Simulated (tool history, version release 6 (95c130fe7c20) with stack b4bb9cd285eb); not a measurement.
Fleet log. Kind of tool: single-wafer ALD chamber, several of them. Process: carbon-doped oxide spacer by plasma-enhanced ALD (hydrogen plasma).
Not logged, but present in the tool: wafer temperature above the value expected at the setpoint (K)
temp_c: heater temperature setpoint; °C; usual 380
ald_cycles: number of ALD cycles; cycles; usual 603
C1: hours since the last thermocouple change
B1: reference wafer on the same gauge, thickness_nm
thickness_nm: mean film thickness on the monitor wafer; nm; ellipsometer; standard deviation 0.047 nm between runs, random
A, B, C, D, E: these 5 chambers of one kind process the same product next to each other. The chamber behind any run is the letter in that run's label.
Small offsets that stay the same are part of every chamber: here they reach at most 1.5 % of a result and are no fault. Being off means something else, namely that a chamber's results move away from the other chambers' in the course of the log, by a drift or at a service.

{"run": "1E", "hour": 14.3, "temp_c": 380, "ald_cycles": 603, "C1": 1821, "B1": 32.687, "thickness_nm": 30.531}
{"hour": 18.9, "done": "chamber D: thermocouple changed; heater temperature recalibrated"}
{"run": "2B", "hour": 29.4, "temp_c": 380, "ald_cycles": 603, "C1": 696.6, "B1": 32.684, "thickness_nm": 30.165}
{"run": "3A", "hour": 38.3, "temp_c": 380, "ald_cycles": 603, "C1": 563.8, "B1": 32.689, "thickness_nm": 29.903}
{"run": "4D", "hour": 47.6, "temp_c": 380, "ald_cycles": 603, "C1": 28.8, "B1": 32.682, "thickness_nm": 29.985}
{"run": "5C", "hour": 63.1, "temp_c": 380, "ald_cycles": 603, "C1": 179.5, "B1": 32.668, "thickness_nm": 30.297}
{"run": "6A", "hour": 76.2, "temp_c": 380, "ald_cycles": 603, "C1": 601.7, "B1": 32.666, "thickness_nm": 29.926}
{"run": "7D", "hour": 88.1, "temp_c": 380, "ald_cycles": 603, "C1": 69.3, "B1": 32.664, "thickness_nm": 29.87}
{"run": "8E", "hour": 97.5, "temp_c": 380, "ald_cycles": 603, "C1": 1904.2, "B1": 32.657, "thickness_nm": 30.44}
{"run": "9C", "hour": 107.0, "temp_c": 380, "ald_cycles": 603, "C1": 223.4, "B1": 32.642, "thickness_nm": 30.311}
{"run": "10B", "hour": 117.9, "temp_c": 380, "ald_cycles": 603, "C1": 785.1, "B1": 32.632, "thickness_nm": 30.13}
{"run": "11D", "hour": 128.8, "temp_c": 380, "ald_cycles": 603, "C1": 110, "B1": 32.646, "thickness_nm": 29.868}
{"run": "12A", "hour": 136.1, "temp_c": 380, "ald_cycles": 603, "C1": 661.6, "B1": 32.626, "thickness_nm": 29.871}
{"run": "13B", "hour": 150.8, "temp_c": 380, "ald_cycles": 603, "C1": 818, "B1": 32.629, "thickness_nm": 30.091}
{"run": "14C", "hour": 163.3, "temp_c": 380, "ald_cycles": 603, "C1": 279.7, "B1": 32.636, "thickness_nm": 30.278}
{"run": "15E", "hour": 178.0, "temp_c": 380, "ald_cycles": 603, "C1": 1984.7, "B1": 32.62, "thickness_nm": 30.49}
{"run": "16C", "hour": 191.3, "temp_c": 380, "ald_cycles": 603, "C1": 307.7, "B1": 32.611, "thickness_nm": 30.211}
{"run": "17B", "hour": 204.6, "temp_c": 380, "ald_cycles": 603, "C1": 871.8, "B1": 32.616, "thickness_nm": 30.116}
{"run": "18D", "hour": 212.5, "temp_c": 380, "ald_cycles": 603, "C1": 193.7, "B1": 32.61, "thickness_nm": 29.847}
{"run": "19E", "hour": 225.8, "temp_c": 380, "ald_cycles": 603, "C1": 2032.5, "B1": 32.618, "thickness_nm": 30.41}
{"run": "20A", "hour": 235.6, "temp_c": 380, "ald_cycles": 603, "C1": 761.1, "B1": 32.611, "thickness_nm": 30.016}
{"run": "21B", "hour": 245.2, "temp_c": 380, "ald_cycles": 603, "C1": 912.4, "B1": 32.599, "thickness_nm": 30.09}
{"run": "22E", "hour": 252.2, "temp_c": 391, "ald_cycles": 703, "C1": 2058.9, "B1": 32.592, "thickness_nm": 35.307}
{"run": "23C", "hour": 260.5, "temp_c": 391, "ald_cycles": 703, "C1": 376.9, "B1": 32.592, "thickness_nm": 35.22}
{"run": "24A", "hour": 274.3, "temp_c": 391, "ald_cycles": 703, "C1": 799.8, "B1": 32.567, "thickness_nm": 34.783}
{"run": "25D", "hour": 287.0, "temp_c": 391, "ald_cycles": 703, "C1": 268.2, "B1": 32.577, "thickness_nm": 34.711}
{"run": "26C", "hour": 297.5, "temp_c": 391, "ald_cycles": 703, "C1": 413.9, "B1": 32.563, "thickness_nm": 35.297}
{"run": "27A", "hour": 305.9, "temp_c": 380, "ald_cycles": 603, "C1": 831.4, "B1": 32.575, "thickness_nm": 29.842}
{"run": "28B", "hour": 313.3, "temp_c": 385, "ald_cycles": 702, "C1": 980.5, "B1": 32.556, "thickness_nm": 34.924}
{"run": "29E", "hour": 328.5, "temp_c": 385, "ald_cycles": 702, "C1": 2135.2, "B1": 32.549, "thickness_nm": 35.266}
{"run": "30D", "hour": 337.6, "temp_c": 385, "ald_cycles": 702, "C1": 318.8, "B1": 32.558, "thickness_nm": 34.693}
{"run": "31A", "hour": 345.3, "temp_c": 385, "ald_cycles": 702, "C1": 870.8, "B1": 32.556, "thickness_nm": 34.798}
{"run": "32C", "hour": 353.8, "temp_c": 385, "ald_cycles": 702, "C1": 470.2, "B1": 32.534, "thickness_nm": 35.116}
{"run": "33E", "hour": 361.2, "temp_c": 380, "ald_cycles": 658, "C1": 2167.9, "B1": 32.545, "thickness_nm": 33.057}
{"run": "34B", "hour": 369.8, "temp_c": 380, "ald_cycles": 658, "C1": 1037, "B1": 32.545, "thickness_nm": 32.851}
{"run": "35D", "hour": 379.4, "temp_c": 380, "ald_cycles": 658, "C1": 360.6, "B1": 32.533, "thickness_nm": 32.464}
{"run": "36C", "hour": 386.3, "temp_c": 380, "ald_cycles": 658, "C1": 502.7, "B1": 32.526, "thickness_nm": 32.966}
{"run": "37A", "hour": 400.8, "temp_c": 380, "ald_cycles": 658, "C1": 926.3, "B1": 32.535, "thickness_nm": 32.546}
{"run": "38B", "hour": 410.6, "temp_c": 380, "ald_cycles": 603, "C1": 1077.8, "B1": 32.533, "thickness_nm": 30.015}
{"run": "39E", "hour": 422.6, "temp_c": 375, "ald_cycles": 603, "C1": 2229.3, "B1": 32.51, "thickness_nm": 30.353}
{"run": "40D", "hour": 435.1, "temp_c": 375, "ald_cycles": 603, "C1": 416.3, "B1": 32.526, "thickness_nm": 29.792}
{"run": "41E", "hour": 445.4, "temp_c": 375, "ald_cycles": 603, "C1": 2252.1, "B1": 32.504, "thickness_nm": 30.326}
{"run": "42A", "hour": 452.6, "temp_c": 375, "ald_cycles": 603, "C1": 978.1, "B1": 32.49, "thickness_nm": 29.813}
{"run": "43C", "hour": 468.4, "temp_c": 375, "ald_cycles": 603, "C1": 584.8, "B1": 32.489, "thickness_nm": 30.141}

Is one chamber out of step, is the gauge drifting, or do the chambers differ by no more than their own small offsets? For an off chamber, give its letter and the likeliest cause.

None of the chambers is off. What moves is the gauge, dragging all their readings along together.
Likeliest cause: gauge reads low (%) = 0.634.

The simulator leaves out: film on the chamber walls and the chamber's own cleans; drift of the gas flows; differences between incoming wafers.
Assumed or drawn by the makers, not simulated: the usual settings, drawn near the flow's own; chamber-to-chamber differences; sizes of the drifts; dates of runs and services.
